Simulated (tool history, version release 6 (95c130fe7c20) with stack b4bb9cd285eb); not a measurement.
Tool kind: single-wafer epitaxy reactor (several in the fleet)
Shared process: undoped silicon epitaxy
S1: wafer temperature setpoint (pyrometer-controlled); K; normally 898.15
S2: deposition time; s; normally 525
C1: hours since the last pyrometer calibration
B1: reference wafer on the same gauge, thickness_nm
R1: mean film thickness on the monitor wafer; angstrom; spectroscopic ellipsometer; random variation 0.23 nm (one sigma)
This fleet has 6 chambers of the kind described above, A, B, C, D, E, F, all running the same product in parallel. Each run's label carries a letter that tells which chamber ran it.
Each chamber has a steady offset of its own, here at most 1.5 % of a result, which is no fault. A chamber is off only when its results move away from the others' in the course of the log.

run,hour,S1,S2,C1,B1,R1
1B,4,898.15,525,1093.4,56.107,508.83
2C,10.9,898.15,525,574.3,56.129,504.13
3D,15.9,898.15,525,2237,56.144,502.98
4A,21.4,898.15,525,1043.6,56.128,505.06
5F,27.9,898.15,525,2106.3,56.095,504.31
6E,32.3,898.15,525,1192.2,56.081,503.7
7F,37.5,898.15,525,2115.9,56.105,503.74
8A,41.2,908.15,452,1063.4,56.123,546.6
9E,46,908.15,452,1205.9,56.086,548.12
10D,52.4,908.15,452,2273.5,56.136,539.35
11C,58.3,908.15,452,621.7,56.134,543.05
12B,66,908.15,452,1155.4,56.171,545.74
13B,71.5,908.15,452,1160.9,56.083,553.84
14D,78.5,898.15,525,2299.6,56.117,498.83
# hour 80.4: chamber B: pyrometer calibrated
15C,84.3,898.15,525,647.7,56.095,503.81
16F,91.2,898.15,525,2169.6,56.163,501.21
17E,97,908.15,525,1256.9,56.125,630.83
# hour 101.7: chamber D: pyrometer calibrated
18A,104.7,908.15,525,1126.9,56.09,630.48
19A,109.5,908.15,525,1131.7,56.102,625.66
20D,114.6,908.15,525,13,56.085,609.14
21C,120.4,908.15,525,683.8,56.086,636.13
22B,126.6,908.15,525,46.2,56.078,643.76
23F,130.3,898.15,525,2208.7,56.05,501.31
24E,135.4,898.15,525,1295.3,56.07,505.97
25B,142,898.15,525,61.6,56.074,510.66
26E,145.8,898.15,525,1305.7,56.048,504.43
27C,153.5,898.15,525,716.9,56.112,504.32
28A,157.1,898.15,525,1179.3,56.078,507.27
29F,163.8,898.15,525,2242.2,56.131,503.23
30D,167.4,898.15,525,65.8,56.047,484.24
31C,172.3,898.15,525,735.7,56.068,505.74
32A,176.7,898.15,525,1198.9,56.17,503.51
33D,181.8,898.15,525,80.2,56.095,484.11
34E,185.4,898.15,525,1345.3,56.049,502.71
35B,190.2,884.15,605,109.8,56.095,426.29
36F,197.2,884.15,605,2275.6,56.059,416.68
37D,202.5,884.15,605,100.9,56.065,397.93
38C,209.7,884.15,605,773.1,56.078,415.75
39F,217.1,884.15,605,2295.5,56.065,416.5
40B,223.4,884.15,605,143,56.124,422.92
41E,231,898.15,525,1390.9,56.086,503.95
42A,237.3,898.15,525,1259.5,56.109,499.71
43F,242.6,912.15,525,2321,56.079,698.19

Does one chamber stand apart from the rest, does the shared gauge drift, or is all well apart from small per-chamber offsets? Give the chamber and the most likely cause, where there is one.

After it was serviced, chamber D no longer matches the other chambers.
Most likely cause: wafer temperature below the value expected at the setpoint (K) = 1.73.

Below are 4 candidate recipes for chamber D's next run, each the usual settings with a change, their results shown as question marks. Which of them brings D's results back in line with what the other chambers give on the usual settings?
Counts as in line when no further than this from what the other chambers average on the usual settings: R1 8.1 angstrom
44D-1,248.1,902.15,525,,,?
44D-2,248.1,898.15,501,,,?
44D-3,248.1,898.15,549,,,?
44D-4,248.1,895.15,512,,,?

Other chambers, usual settings, mean: R1 505.23 angstrom
run,R1
44D-1,529.68
44D-2,461.37
44D-3,505.58
44D-4,440.07
It is 44D-3 that realigns the chamber with its peers.

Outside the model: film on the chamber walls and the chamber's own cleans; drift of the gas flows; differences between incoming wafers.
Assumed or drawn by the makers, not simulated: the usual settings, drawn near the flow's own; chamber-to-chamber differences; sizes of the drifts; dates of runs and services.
